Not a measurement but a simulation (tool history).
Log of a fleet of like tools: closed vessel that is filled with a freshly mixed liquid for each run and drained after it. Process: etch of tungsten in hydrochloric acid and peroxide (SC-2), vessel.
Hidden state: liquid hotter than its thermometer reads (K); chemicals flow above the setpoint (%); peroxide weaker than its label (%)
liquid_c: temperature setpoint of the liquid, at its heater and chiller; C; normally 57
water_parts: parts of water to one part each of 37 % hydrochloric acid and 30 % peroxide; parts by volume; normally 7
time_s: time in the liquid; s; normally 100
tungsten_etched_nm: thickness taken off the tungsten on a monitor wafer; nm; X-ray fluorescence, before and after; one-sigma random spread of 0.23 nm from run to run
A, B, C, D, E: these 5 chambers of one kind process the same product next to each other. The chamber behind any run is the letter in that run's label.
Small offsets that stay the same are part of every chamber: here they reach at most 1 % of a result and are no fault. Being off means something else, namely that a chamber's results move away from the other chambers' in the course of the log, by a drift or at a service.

run   hour  liquid_c  water_parts  time_s  hours since the thermometer was replaced  hours since the chemicals flow meter was replaced  hours since the drum of peroxide was connected  read-back film thickness of the tungsten reference wafer, read on the same gauge (nm)  tungsten_etched_nm
 1D   12.9        57            7     100                                    1649.9                                                124                                           131.4                                                                                 60.032              42.259
 2B   26.4        57            7     100                                     159.2                                             1151.5                                           142.8                                                                                 59.999              42.741
 3E     35        57            7     100                                     591.4                                              818.9                                           295.4                                                                                 60.027              42.094
 4C   43.7        57            7     100                                    2180.9                                              681.5                                           341.1                                                                                 59.985              42.067
 5A   57.6        57            7     100                                    1857.8                                              498.9                                           651.1                                                                                 60.033              42.304
 6A   68.8        57            7     100                                      1869                                              510.1                                           662.3                                                                                 59.994              42.623
 7C   76.2        57            5     140                                    2213.4                                                714                                           373.6                                                                                 59.986              77.145
 8E   84.9        57            5     140                                     641.3                                              868.8                                           345.3                                                                                 59.995              75.472
 9D   98.8        57            5     140                                    1735.8                                              209.9                                           217.3                                                                                 60.008                76.4
     106.7  -- chamber E: thermometer replaced
10B  108.6        57            5     140                                     241.4                                             1233.7                                             225                                                                                 59.962              75.794
     109.1  -- chamber E: new drum of peroxide connected
11A  120.9        57            5     140                                    1921.1                                              562.2                                           714.4                                                                                 59.996              76.196
12C    131        57            7     100                                    2268.2                                              768.8                                           428.4                                                                                 59.993              42.507
13D  142.4        57            7     100                                    1779.4                                              253.5                                           260.9                                                                                 59.986              42.533
14E  149.5        57            7     100                                      42.8                                              933.4                                            40.5                                                                                 60.003               42.57
15B  161.6        57            7     100                                     294.4                                             1286.7                                             278                                                                                 59.987               42.42
16A  170.7        57            7     100                                    1970.9                                                612                                           764.2                                                                                 60.019              42.676
17E    181        57            7     100                                      74.3                                              964.9                                              72                                                                                 59.987              41.899
18C  190.9        62           10     100                                    2328.1                                              828.7                                           488.3                                                                                 59.997              43.329
19D    199        62           10     100                                      1836                                              310.1                                           317.5                                                                                 59.968              43.468
20B    209        62           10     100                                     341.8                                             1334.1                                           325.4                                                                                  59.99              43.395
21B  217.4        62           10     100                                     350.2                                             1342.5                                           333.8                                                                                 59.992              44.095
     218.8  -- chamber A: chemicals flow meter replaced
22C  225.3        62           10     100                                    2362.5                                              863.1                                           522.7                                                                                 59.987              43.708
23E  236.5        57            7     100                                     129.8                                             1020.4                                           127.5                                                                                  60.04              41.949
24A  246.8        57            7     100                                      2047                                               28.1                                           840.3                                                                                 59.991              42.241
     251.4  -- chamber A: new drum of peroxide connected
25D  256.4        57          8.5     100                                    1893.4                                              367.5                                           374.9                                                                                 59.982              36.226
26E  266.7        57          8.5     100                                       160                                             1050.6                                           157.7                                                                                 60.004              36.467
27B  274.6        57          8.5     100                                     407.4                                             1399.7                                             391                                                                                 60.014               36.76
28A    289        57          8.5     100                                    2089.2                                               70.3                                            37.6                                                                                 60.034                36.2
29C  300.7        57          8.5     100                                    2437.9                                              938.5                                           598.1                                                                                 59.989              36.184
30D  308.7        57            7     100                                    1945.7                                              419.8                                           427.2                                                                                 59.976              42.336
31D  320.6        51            7     100                                    1957.6                                              431.7                                           439.1                                                                                 60.017              28.516
32E  333.6        51            7     100                                     226.9                                             1117.5                                           224.6                                                                                 59.983              28.323
     342.1  -- chamber C: new drum of peroxide connected
33C  345.3        51            7     100                                    2482.5                                              983.1                                             3.3                                                                                 59.988               28.87
34B  359.1        51            7     100                                     491.9                                             1484.2                                           475.5                                                                                  60.01              28.974
35A  369.4        51            7     100                                    2169.6                                              150.7                                             118                                                                                 60.015              28.689
36D  380.2        57            7     100                                    2017.2                                              491.3                                           498.7                                                                                 60.015              41.794
37E  391.7        57            7     100                                       285                                             1175.6                                           282.7                                                                                 60.046              42.713
38B  403.4        57            7     100                                     536.2                                             1528.5                                           519.8                                                                                 59.991              42.663

Next, every chamber runs the same settings. What will each give?
39A  413.9        57            7     100                                                                                                                                                                                                                                                       ?
39B  413.9        57            7     100                                                                                                                                                                                                                                                       ?
39C  413.9        57            7     100                                                                                                                                                                                                                                                       ?
39D  413.9        57            7     100                                                                                                                                                                                                                                                       ?
39E  413.9        57            7     100                                                                                                                                                                                                                                                       ?

run  tungsten_etched_nm
39A              42.468
39B              42.492
39C              42.178
39D              42.453
39E              42.372
